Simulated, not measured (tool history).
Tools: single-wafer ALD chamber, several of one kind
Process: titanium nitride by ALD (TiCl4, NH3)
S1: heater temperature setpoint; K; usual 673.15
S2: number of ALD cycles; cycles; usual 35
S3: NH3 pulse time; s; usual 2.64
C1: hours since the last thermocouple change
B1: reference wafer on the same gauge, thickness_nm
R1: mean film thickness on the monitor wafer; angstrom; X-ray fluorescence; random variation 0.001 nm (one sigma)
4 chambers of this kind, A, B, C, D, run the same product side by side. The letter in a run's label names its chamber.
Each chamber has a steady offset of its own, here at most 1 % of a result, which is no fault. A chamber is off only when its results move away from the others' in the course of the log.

{"run": "1C", "hour": 9.8, "S1": 673.15, "S2": 35, "S3": 2.64, "C1": 1660.6, "B1": 0.72001, "R1": 7.7787}
{"run": "2B", "hour": 20.4, "S1": 673.15, "S2": 35, "S3": 2.64, "C1": 1161.9, "B1": 0.71983, "R1": 7.77}
{"run": "3A", "hour": 27.3, "S1": 673.15, "S2": 35, "S3": 2.64, "C1": 1566.4, "B1": 0.71943, "R1": 7.7957}
{"run": "4D", "hour": 38.1, "S1": 673.15, "S2": 35, "S3": 2.64, "C1": 495.7, "B1": 0.71956, "R1": 7.7323}
{"run": "5D", "hour": 49.7, "S1": 678.15, "S2": 39, "S3": 2.64, "C1": 507.3, "B1": 0.71955, "R1": 8.6505}
{"run": "6C", "hour": 61.5, "S1": 678.15, "S2": 39, "S3": 2.64, "C1": 1712.3, "B1": 0.71936, "R1": 8.6599}
{"run": "7A", "hour": 67.0, "S1": 678.15, "S2": 39, "S3": 2.64, "C1": 1606.1, "B1": 0.7191, "R1": 8.6912}
{"hour": 72.2, "done": "chamber A: thermocouple changed; heater temperature recalibrated"}
{"run": "8B", "hour": 75.5, "S1": 678.15, "S2": 39, "S3": 2.64, "C1": 1217.0, "B1": 0.71919, "R1": 8.6599}
{"run": "9D", "hour": 85.4, "S1": 673.15, "S2": 35, "S3": 2.64, "C1": 543.0, "B1": 0.719, "R1": 7.7571}
{"run": "10A", "hour": 95.4, "S1": 673.15, "S2": 35, "S3": 2.64, "C1": 23.2, "B1": 0.719, "R1": 7.7992}
{"run": "11B", "hour": 100.9, "S1": 673.15, "S2": 40, "S3": 2.64, "C1": 1242.4, "B1": 0.71896, "R1": 8.8463}
{"run": "12C", "hour": 111.7, "S1": 673.15, "S2": 40, "S3": 2.64, "C1": 1762.5, "B1": 0.71885, "R1": 8.8814}
{"run": "13B", "hour": 122.2, "S1": 673.15, "S2": 40, "S3": 2.64, "C1": 1263.7, "B1": 0.71853, "R1": 8.8535}
{"run": "14D", "hour": 128.9, "S1": 673.15, "S2": 40, "S3": 2.64, "C1": 586.5, "B1": 0.71857, "R1": 8.824}
{"run": "15C", "hour": 134.2, "S1": 673.15, "S2": 35, "S3": 2.64, "C1": 1785.0, "B1": 0.71847, "R1": 7.7503}
{"run": "16A", "hour": 143.3, "S1": 673.15, "S2": 35, "S3": 2.64, "C1": 71.1, "B1": 0.7185, "R1": 7.7791}
{"run": "17A", "hour": 149.0, "S1": 673.15, "S2": 35, "S3": 2.64, "C1": 76.8, "B1": 0.71833, "R1": 7.7865}
{"run": "18C", "hour": 158.8, "S1": 673.15, "S2": 35, "S3": 2.64, "C1": 1809.6, "B1": 0.71814, "R1": 7.7703}
{"run": "19B", "hour": 167.9, "S1": 673.15, "S2": 35, "S3": 2.64, "C1": 1309.4, "B1": 0.71814, "R1": 7.7471}
{"run": "20D", "hour": 179.1, "S1": 667.15, "S2": 35, "S3": 2.64, "C1": 636.7, "B1": 0.71829, "R1": 7.7107}
{"run": "21C", "hour": 188.5, "S1": 667.15, "S2": 35, "S3": 2.64, "C1": 1839.3, "B1": 0.71799, "R1": 7.7155}
{"run": "22D", "hour": 198.4, "S1": 667.15, "S2": 35, "S3": 2.64, "C1": 656.0, "B1": 0.71767, "R1": 7.6879}
{"run": "23B", "hour": 209.5, "S1": 667.15, "S2": 35, "S3": 2.64, "C1": 1351.0, "B1": 0.71774, "R1": 7.7107}
{"run": "24A", "hour": 214.7, "S1": 673.15, "S2": 35, "S3": 2.64, "C1": 142.5, "B1": 0.71783, "R1": 7.7791}
{"run": "25D", "hour": 223.9, "S1": 673.15, "S2": 35, "S3": 2.64, "C1": 681.5, "B1": 0.71756, "R1": 7.7226}
{"run": "26B", "hour": 229.7, "S1": 673.15, "S2": 35, "S3": 2.64, "C1": 1371.2, "B1": 0.7173, "R1": 7.7388}
{"run": "27A", "hour": 238.1, "S1": 673.15, "S2": 35, "S3": 2.64, "C1": 165.9, "B1": 0.71735, "R1": 7.7639}
{"run": "28C", "hour": 244.7, "S1": 673.15, "S2": 35, "S3": 2.64, "C1": 1895.5, "B1": 0.71733, "R1": 7.7372}
{"run": "29C", "hour": 251.9, "S1": 673.15, "S2": 35, "S3": 2.64, "C1": 1902.7, "B1": 0.71726, "R1": 7.759}
{"run": "30D", "hour": 260.3, "S1": 673.15, "S2": 35, "S3": 2.64, "C1": 717.9, "B1": 0.71721, "R1": 7.7082}
{"run": "31B", "hour": 269.0, "S1": 673.15, "S2": 35, "S3": 2.64, "C1": 1410.5, "B1": 0.71713, "R1": 7.7115}
{"run": "32A", "hour": 278.5, "S1": 673.15, "S2": 35, "S3": 2.64, "C1": 206.3, "B1": 0.7169, "R1": 7.7663}
{"run": "33C", "hour": 285.4, "S1": 673.15, "S2": 35, "S3": 2.64, "C1": 1936.2, "B1": 0.71703, "R1": 7.7479}
{"run": "34A", "hour": 295.4, "S1": 673.15, "S2": 41, "S3": 2.26, "C1": 223.2, "B1": 0.71652, "R1": 9.0453}
{"run": "35B", "hour": 305.9, "S1": 673.15, "S2": 41, "S3": 2.26, "C1": 1447.4, "B1": 0.71672, "R1": 8.9784}
{"run": "36D", "hour": 312.0, "S1": 673.15, "S2": 41, "S3": 2.26, "C1": 769.6, "B1": 0.71656, "R1": 8.9915}
{"run": "37B", "hour": 318.7, "S1": 673.15, "S2": 41, "S3": 2.26, "C1": 1460.2, "B1": 0.7162, "R1": 9.002}
{"run": "38D", "hour": 327.1, "S1": 679.15, "S2": 35, "S3": 1.82, "C1": 784.7, "B1": 0.71646, "R1": 7.6283}
{"hour": 327.5, "done": "chamber C: thermocouple changed; heater temperature recalibrated"}
{"run": "39C", "hour": 335.1, "S1": 679.15, "S2": 35, "S3": 1.82, "C1": 7.7, "B1": 0.71648, "R1": 7.6436}

Next, every chamber runs the same settings. What will each give?
{"run": "40A", "hour": 343.5, "S1": 673.15, "S2": 35, "S3": 2.64, "R1": "?"}
{"run": "40B", "hour": 343.5, "S1": 673.15, "S2": 35, "S3": 2.64, "R1": "?"}
{"run": "40C", "hour": 343.5, "S1": 673.15, "S2": 35, "S3": 2.64, "R1": "?"}
{"run": "40D", "hour": 343.5, "S1": 673.15, "S2": 35, "S3": 2.64, "R1": "?"}

run=40A R1=7.7606
run=40B R1=7.7123
run=40C R1=7.7572
run=40D R1=7.6983
